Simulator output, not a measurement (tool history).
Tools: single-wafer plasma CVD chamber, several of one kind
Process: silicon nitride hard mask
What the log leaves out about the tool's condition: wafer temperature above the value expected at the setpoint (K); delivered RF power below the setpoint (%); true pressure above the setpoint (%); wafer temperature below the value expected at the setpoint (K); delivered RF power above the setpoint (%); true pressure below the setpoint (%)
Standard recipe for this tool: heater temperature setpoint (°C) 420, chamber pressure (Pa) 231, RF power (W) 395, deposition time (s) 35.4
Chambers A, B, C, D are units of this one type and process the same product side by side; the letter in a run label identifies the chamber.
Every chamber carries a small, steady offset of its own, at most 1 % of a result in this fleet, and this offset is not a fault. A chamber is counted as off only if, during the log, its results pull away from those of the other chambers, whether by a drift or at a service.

run,hour,heater temperature setpoint (°C),chamber pressure (Pa),RF power (W),deposition time (s),hours since the last thermocouple change,hours since the last RF generator calibration,hours since the last manometer calibration,"read-back reference wafer on the same gauge, thickness_nm",mean film thickness on the monitor wafer (nm)
1A,7.6,420,231,395,35.4,1795.6,190.9,1258.2,53.921,48.931
2C,13.8,420,231,395,35.4,1608.3,148.9,1739.9,53.888,49.511
3D,20.2,420,231,395,35.4,1535.6,1157.2,733.6,53.871,49.204
4B,23.7,420,231,395,35.4,170.7,271.2,1755.8,53.900,49.184
5D,31.2,420,231,395,35.4,1546.6,1168.2,744.6,53.905,49.206
6A,34.7,420,231,395,35.4,1822.7,218.0,1285.3,53.915,48.775
7B,41.4,420,231,395,35.4,188.4,288.9,1773.5,53.861,49.252
8C,47.4,420,231,395,35.4,1641.9,182.5,1773.5,53.935,49.530
# hour 48.1: chamber D: thermocouple changed; heater temperature recalibrated
9B,51.8,420,231,395,35.4,198.8,299.3,1783.9,53.928,49.067
10D,59.3,420,231,395,35.4,11.2,1196.3,772.7,53.923,49.221
11A,65.4,420,231,395,35.4,1853.4,248.7,1316.0,53.895,49.288
12C,70.8,420,231,395,35.4,1665.3,205.9,1796.9,53.888,49.767
13D,75.4,420,231,395,35.4,27.3,1212.4,788.8,53.920,49.340
14B,78.7,420,231,395,35.4,225.7,326.2,1810.8,53.927,49.452
15A,85.5,420,231,395,35.4,1873.5,268.8,1336.1,53.901,49.015
# hour 86.1: chamber B: capacitance manometer re-zeroed and calibrated
16C,90.7,420,231,395,35.4,1685.2,225.8,1816.8,53.893,49.513
17C,96.9,420,231,395,35.4,1691.4,232.0,1823.0,53.913,49.226
18A,103.4,420,231,395,35.4,1891.4,286.7,1354.0,53.903,49.173
19B,110.4,420,231,395,35.4,257.4,357.9,24.4,53.922,48.125
20D,114.8,425,231,420,35.4,66.7,1251.8,828.2,53.916,51.020
21B,121.6,425,231,420,35.4,268.6,369.1,35.6,53.906,49.852
22A,127.6,425,231,420,35.4,1915.6,310.9,1378.2,53.888,50.854
23C,132.6,425,231,420,35.4,1727.1,267.7,1858.7,53.917,51.406
24D,137.8,420,231,395,35.4,89.7,1274.8,851.2,53.893,49.192
25C,145.4,420,231,395,35.4,1739.9,280.5,1871.5,53.905,49.627
26A,151.1,420,231,395,35.4,1939.1,334.4,1401.7,53.921,49.170
27B,157.7,420,231,395,35.4,304.7,405.2,71.7,53.914,48.258
28D,161.7,420,231,395,35.4,113.6,1298.7,875.1,53.873,49.143
29A,167.8,420,231,395,35.4,1955.8,351.1,1418.4,53.919,49.020
30C,174.1,420,231,395,35.4,1768.6,309.2,1900.2,53.911,49.570
31B,179.0,420,231,395,35.4,326.0,426.5,93.0,53.911,48.402
32D,183.6,420,231,395,35.4,135.5,1320.6,897.0,53.918,49.210

All 4 chambers run these settings next. Forecast each chamber's results:
33A,189.1,420,231,395,35.4,,,,,?
33B,189.1,420,231,395,35.4,,,,,?
33C,189.1,420,231,395,35.4,,,,,?
33D,189.1,420,231,395,35.4,,,,,?

run,mean film thickness on the monitor wafer (nm)
33A,49.063
33B,48.343
33C,49.440
33D,49.130
